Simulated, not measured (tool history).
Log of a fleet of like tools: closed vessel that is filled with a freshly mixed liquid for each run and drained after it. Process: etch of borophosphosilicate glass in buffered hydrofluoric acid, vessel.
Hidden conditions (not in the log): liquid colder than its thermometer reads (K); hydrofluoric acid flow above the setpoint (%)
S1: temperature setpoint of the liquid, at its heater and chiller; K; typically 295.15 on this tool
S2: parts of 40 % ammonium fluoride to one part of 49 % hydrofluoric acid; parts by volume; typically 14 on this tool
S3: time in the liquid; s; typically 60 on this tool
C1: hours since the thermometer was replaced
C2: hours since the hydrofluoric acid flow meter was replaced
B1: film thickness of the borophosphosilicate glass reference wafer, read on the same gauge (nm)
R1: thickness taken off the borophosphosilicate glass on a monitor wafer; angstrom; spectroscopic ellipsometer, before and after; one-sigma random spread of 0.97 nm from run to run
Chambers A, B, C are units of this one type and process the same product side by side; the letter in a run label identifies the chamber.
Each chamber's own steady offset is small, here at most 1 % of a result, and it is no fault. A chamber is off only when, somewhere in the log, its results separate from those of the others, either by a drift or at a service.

run   hour      S1  S2  S3      C1     C2      B1      R1
 1B    3.6  295.15  14  60    10.9  472.5  120.01  1341.2
 2C      9  295.15  14  60  2419.9  749.9  119.92  1334.2
      10.8  -- chamber B: hydrofluoric acid flow meter replaced
 3A   13.8  295.15  14  60   490.6  819.8     120  1348.9
      14.4  -- chamber C: thermometer replaced
 4A   17.9  295.15  14  60   494.7  823.9  119.97  1352.8
 5B   22.2  295.15  14  60    29.5   11.4  120.03  1343.2
 6C   25.5  295.15  14  60    11.2  766.4  119.99  1358.5
 7A   29.7  295.15  14  60   506.5  835.7  119.98  1343.1
 8B     34  295.15  14  60    41.3   23.2  120.02  1336.9
 9C   38.6  295.15  14  60    24.3  779.5  119.96    1351
10B     44  298.15  14  30    51.3   33.2  120.02  795.05
11C   46.7  298.15  14  30    32.4  787.6  119.95  792.41
12A   50.3  298.15  14  30   527.1  856.3  119.97  777.07
13A   53.5  295.15  14  60   530.3  859.5     120  1350.2
14C   56.8  295.15  14  60    42.5  797.7  119.99  1333.6
15B     60  295.15  14  60    67.3   49.2  120.03  1336.3
16B   65.1  295.15  14  60    72.4   54.3     120  1348.3
17C   68.6  295.15  14  60    54.3  809.5  119.96  1356.8
18A   72.3  295.15  14  60   549.1  878.3     120  1316.9
19C   75.9  295.15  14  60    61.6  816.8  119.99  1339.8
20B   81.3  295.15  14  60    88.6   70.5  120.05  1336.5
21A   86.3  295.15  14  60   563.1  892.3     120  1297.5
22B   92.1  295.15  14  60    99.4   81.3  119.99  1339.9
23A   94.8  295.15  14  60   571.6  900.8  120.01  1296.9
24C   99.4  295.15  14  60    85.1  840.3  120.01  1350.4
25C  103.6  295.15  14  60    89.3  844.5  119.97  1356.9
     104.2  -- chamber A: hydrofluoric acid flow meter replaced
26B  106.7  295.15  14  60     114   95.9     120  1357.7
27A  109.6  295.15  14  60   586.4    5.4  119.99  1263.4
28A  113.6  295.15  14  60   590.4    9.4  119.98    1261

Next, every chamber runs the same settings. What will each give?
29A  117.8  295.15  14  60               ?
29B  117.8  295.15  14  60               ?
29C  117.8  295.15  14  60               ?

run      R1
29A  1267.5
29B  1346.1
29C  1354.4

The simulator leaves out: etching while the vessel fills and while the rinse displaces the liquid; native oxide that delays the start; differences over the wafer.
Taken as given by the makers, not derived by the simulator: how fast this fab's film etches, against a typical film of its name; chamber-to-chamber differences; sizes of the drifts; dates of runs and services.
